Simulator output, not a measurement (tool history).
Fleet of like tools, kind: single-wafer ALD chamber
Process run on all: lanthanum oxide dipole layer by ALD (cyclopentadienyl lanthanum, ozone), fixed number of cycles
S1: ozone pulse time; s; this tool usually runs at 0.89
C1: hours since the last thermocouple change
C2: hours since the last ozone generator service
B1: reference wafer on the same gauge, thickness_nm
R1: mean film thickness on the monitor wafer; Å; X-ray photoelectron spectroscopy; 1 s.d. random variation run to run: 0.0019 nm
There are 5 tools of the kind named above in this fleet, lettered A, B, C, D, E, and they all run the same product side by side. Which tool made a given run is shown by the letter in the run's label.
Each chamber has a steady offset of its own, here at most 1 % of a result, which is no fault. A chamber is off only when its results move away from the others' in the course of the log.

run,hour,S1,C1,C2,B1,R1
1C,12.4,0.89,582.5,629.6,0.47105,4.8310
2A,19.7,0.89,2077.3,196.3,0.47068,4.7491
3B,26.2,0.89,353.5,190.3,0.47067,4.7779
4D,38.0,0.89,1447.0,1053.3,0.47048,4.7411
5E,46.4,1.06,1563.2,1036.4,0.47077,5.0886
6C,58.5,1.06,628.6,675.7,0.47089,5.0737
# hour 64.2: chamber A: thermocouple changed; heater temperature recalibrated
7A,71.4,1.06,7.2,248.0,0.47056,5.0457
8B,82.6,1.06,409.9,246.7,0.47096,5.0744
9D,90.3,1.06,1499.3,1105.6,0.47122,5.0273
10E,100.7,0.89,1617.5,1090.7,0.47100,4.8134
11A,112.5,0.89,48.3,289.1,0.47095,4.7467
12D,120.8,0.89,1529.8,1136.1,0.47104,4.7422
13C,130.3,0.89,700.4,747.5,0.47129,4.8648
14E,142.9,1.11,1659.7,1132.9,0.47121,5.1407
15B,149.1,1.11,476.4,313.2,0.47126,5.1230
16A,154.8,1.11,90.6,331.4,0.47058,5.1358
17C,164.9,1.11,735.0,782.1,0.47144,5.1858
18D,173.8,1.11,1582.8,1189.1,0.47108,5.1153
19E,185.5,0.89,1702.3,1175.5,0.47072,4.8208
20B,194.5,0.89,521.8,358.6,0.47080,4.8137
# hour 202.4: chamber E: ozone generator serviced
21B,205.3,0.89,532.6,369.4,0.47075,4.8156
22E,213.9,0.89,1730.7,11.5,0.47089,4.8257
23D,220.1,0.89,1629.1,1235.4,0.47108,4.7795
24A,228.4,0.89,164.2,405.0,0.47137,4.7431
25C,234.1,0.89,804.2,851.3,0.47070,4.8461
26C,245.0,1.10,815.1,862.2,0.47108,5.1945
27D,257.5,1.10,1666.5,1272.8,0.47096,5.0928
28B,264.4,1.10,591.7,428.5,0.47135,5.1324
29E,271.5,1.10,1788.3,69.1,0.47072,5.1248
30A,281.2,1.10,217.0,457.8,0.47098,5.0794
31E,289.6,0.89,1806.4,87.2,0.47064,4.8059

All 5 chambers run these settings next. Forecast each chamber's results:
32A,298.8,1.18,,,,?
32B,298.8,1.18,,,,?
32C,298.8,1.18,,,,?
32D,298.8,1.18,,,,?
32E,298.8,1.18,,,,?

run,R1
32A,5.2379
32B,5.2029
32C,5.2951
32D,5.2216
32E,5.2849
